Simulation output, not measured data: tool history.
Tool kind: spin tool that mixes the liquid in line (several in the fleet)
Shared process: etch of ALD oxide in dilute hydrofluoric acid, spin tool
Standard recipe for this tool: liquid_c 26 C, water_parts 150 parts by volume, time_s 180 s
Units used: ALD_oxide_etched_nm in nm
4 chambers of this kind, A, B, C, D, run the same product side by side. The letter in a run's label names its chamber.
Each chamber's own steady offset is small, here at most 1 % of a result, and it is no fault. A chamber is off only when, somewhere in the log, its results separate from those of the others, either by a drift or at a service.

run   hour  liquid_c  water_parts  time_s  hours since the thermometer was replaced  hours since the hydrofluoric acid flow meter was replaced  read-back film thickness of the ALD oxide reference wafer, read on the same gauge (nm)  ALD_oxide_etched_nm
 1B    6.9        26          150     180                                    1105.3                                                      459.9                                                                                   40.01               22.624
 2C   14.5        26          150     180                                    1185.5                                                      556.4                                                                                  39.984               22.097
 3D   24.7        26          150     180                                     628.4                                                      841.1                                                                                  39.998                22.32
 4A   29.8        26          150     180                                    1434.5                                                     1479.6                                                                                  40.036               22.454
 5A   35.5        26          150     180                                    1440.2                                                     1485.3                                                                                  40.001                22.54
 6B   44.8        26          150     180                                    1143.2                                                      497.8                                                                                  40.004               22.896
 7C   53.8        28          150     255                                    1224.8                                                      595.7                                                                                  40.041               34.022
 8D   64.9        28          150     255                                     668.6                                                      881.3                                                                                  39.983               34.099
 9C   73.4        28          150     255                                    1244.4                                                      615.3                                                                                  39.995               33.816
10B     79        28          150     255                                    1177.4                                                        532                                                                                  40.009               34.647
11A   89.2        26          150     180                                    1493.9                                                       1539                                                                                  39.996               22.288
12D     97        26          150     180                                     700.7                                                      913.4                                                                                  39.984                22.14
     106.8  -- chamber D: thermometer replaced
13C  107.2        26          150     180                                    1278.2                                                      649.1                                                                                      40               21.999
14D  117.3        26          150     180                                      10.6                                                      933.7                                                                                  40.024               22.425
15A  128.1        26          150     180                                    1532.8                                                     1577.9                                                                                  39.999                22.38
16B  137.3        26          150     180                                    1235.7                                                      590.3                                                                                  39.989               22.568
17C  143.8        26          150     180                                    1314.8                                                      685.7                                                                                  39.995               22.111
18D  149.1        26          150     180                                      42.4                                                      965.5                                                                                  40.003               22.254
19A  154.9        26          195      80                                    1559.6                                                     1604.7                                                                                  39.999               7.3078
20B  160.4        26          195      80                                    1258.8                                                      613.4                                                                                   40.03                7.241
21A  167.7        26          195      80                                    1572.4                                                     1617.5                                                                                  40.016               7.2928
22D    179        26          195      80                                      72.3                                                      995.4                                                                                  39.997                7.255
23C  188.7        26          150     180                                    1359.7                                                      730.6                                                                                  39.988               22.296
24B  197.6        26          150     180                                      1296                                                      650.6                                                                                  40.014               22.458
25C  206.5        26          105     180                                    1377.5                                                      748.4                                                                                  39.991                33.26
26D  216.3        26          105     180                                     109.6                                                     1032.7                                                                                      40               33.478
27A  225.9        26          105     180                                    1630.6                                                     1675.7                                                                                  39.981                34.15
28B  232.5        26          105     180                                    1330.9                                                      685.5                                                                                  39.997                34.38
     236.3  -- chamber A: hydrofluoric acid flow meter replaced
29D  239.9        26          150     180                                     133.2                                                     1056.3                                                                                  39.978               22.365
30B  248.5        26          150     180                                    1346.9                                                      701.5                                                                                      40               22.531
31C  256.1        26          150     180                                    1427.1                                                        798                                                                                  39.995               22.074
32A  263.4        26          150     180                                    1668.1                                                       27.1                                                                                  39.975               22.276
33C    275        26          150     180                                      1446                                                      816.9                                                                                  40.012               22.064
34D  282.3        26          150     180                                     175.6                                                     1098.7                                                                                  39.985               22.375
35A  287.8        26          150     180                                    1692.5                                                       51.5                                                                                  39.969               22.286
36B  297.2        26          150     180                                    1395.6                                                      750.2                                                                                  39.991                 22.4
37A  302.3        26          150     180                                      1707                                                         66                                                                                  40.016               22.557
38D    311        26          150     180                                     204.3                                                     1127.4                                                                                  39.991               22.205
39C  321.4        26          150     180                                    1492.4                                                      863.3                                                                                   40.01               22.522
40B    330        26          150     180                                    1428.4                                                        783                                                                                  39.974               22.565
41C    340        26          150     180                                      1511                                                      881.9                                                                                  39.991               22.351
42A  349.4        26          150     180                                    1754.1                                                      113.1                                                                                  40.015               22.492

Each of the 4 chambers runs these same settings next. Fill in every chamber's results:
43A  357.7        26          150     180                                                                                                                                                                                                                 ?
43B  357.7        26          150     180                                                                                                                                                                                                                 ?
43C  357.7        26          150     180                                                                                                                                                                                                                 ?
43D  357.7        26          150     180                                                                                                                                                                                                                 ?

run  ALD_oxide_etched_nm
43A               22.623
43B               22.599
43C                22.23
43D               22.261
